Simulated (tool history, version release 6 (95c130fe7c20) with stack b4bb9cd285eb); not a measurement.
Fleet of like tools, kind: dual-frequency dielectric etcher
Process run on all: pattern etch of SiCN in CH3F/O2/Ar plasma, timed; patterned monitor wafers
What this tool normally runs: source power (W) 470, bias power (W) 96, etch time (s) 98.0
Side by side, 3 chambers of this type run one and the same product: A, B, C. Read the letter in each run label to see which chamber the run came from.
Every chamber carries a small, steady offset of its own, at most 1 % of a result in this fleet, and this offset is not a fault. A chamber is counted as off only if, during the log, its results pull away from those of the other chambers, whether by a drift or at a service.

run,hour,source power (W),bias power (W),etch time (s),hours since the last wet clean,hours since the last source power generator calibration,hours since the last bias power generator calibration,"read-back reference wafer on the same gauge, depth_nm",mean etch depth across the wafer (angstrom)
1B,4.2,470,96,98.0,80.6,2168.1,133.9,41.488,433.54
2C,12.3,470,96,98.0,267.6,779.0,1473.8,41.496,437.47
3A,19.8,470,96,98.0,133.8,2357.3,460.7,41.484,434.89
4A,24.9,470,96,98.0,138.9,2362.4,465.8,41.482,435.80
5B,34.1,470,96,98.0,110.5,2198.0,163.8,41.465,431.59
6C,41.7,470,96,98.0,297.0,808.4,1503.2,41.461,437.22
7C,46.4,470,96,98.0,301.7,813.1,1507.9,41.462,437.93
8A,51.9,470,96,80.5,165.9,2389.4,492.8,41.458,356.99
9B,61.2,470,96,80.5,137.6,2225.1,190.9,41.449,355.07
10C,70.2,470,96,80.5,325.5,836.9,1531.7,41.429,357.65
11B,75.3,470,96,98.0,151.7,2239.2,205.0,41.429,430.97
12A,81.8,470,96,98.0,195.8,2419.3,522.7,41.423,434.27
13B,90.9,470,96,98.0,167.3,2254.8,220.6,41.404,430.85
14A,97.3,470,96,98.0,211.3,2434.8,538.2,41.415,434.69
15C,104.6,470,83,120.5,359.9,871.3,1566.1,41.411,509.79
16B,109.0,470,83,120.5,185.4,2272.9,238.7,41.396,503.10
17C,115.5,470,83,120.5,370.8,882.2,1577.0,41.394,509.25
18A,124.0,470,96,98.0,238.0,2461.5,564.9,41.384,433.63
19B,131.2,470,96,98.0,207.6,2295.1,260.9,41.383,430.61
20A,137.0,470,96,98.0,251.0,2474.5,577.9,41.372,434.08
# hour 144.2: chamber C: wet clean of the chamber
21C,145.4,470,96,98.0,1.2,912.1,1606.9,41.348,436.71
22B,153.3,550,79,98.0,229.7,2317.2,283.0,41.369,425.13
23C,158.0,550,79,98.0,13.8,924.7,1619.5,41.349,431.46
24A,164.3,550,79,98.0,278.3,2501.8,605.2,41.346,429.05
25C,170.6,470,96,98.0,26.4,937.3,1632.1,41.325,435.80
26A,178.9,470,96,98.0,292.9,2516.4,619.8,41.323,432.72
27B,184.8,470,96,98.0,261.2,2348.7,314.5,41.325,429.76
28A,191.0,470,96,98.0,305.0,2528.5,631.9,41.310,432.77
29C,200.6,470,96,98.0,56.4,967.3,1662.1,41.332,435.72
30B,204.7,470,96,98.0,281.1,2368.6,334.4,41.316,431.46
31B,213.3,470,96,98.0,289.7,2377.2,343.0,41.305,429.92

Has any chamber moved away from the others, gradually or after a service, or does the common gauge drift, or do the chambers differ only by their own small steady offsets? State the chamber and the most likely cause if one applies.

The gauge drifts, so all chambers seem to drift together. No chamber is off.
Most likely cause: gauge reads low (%) = 0.498.
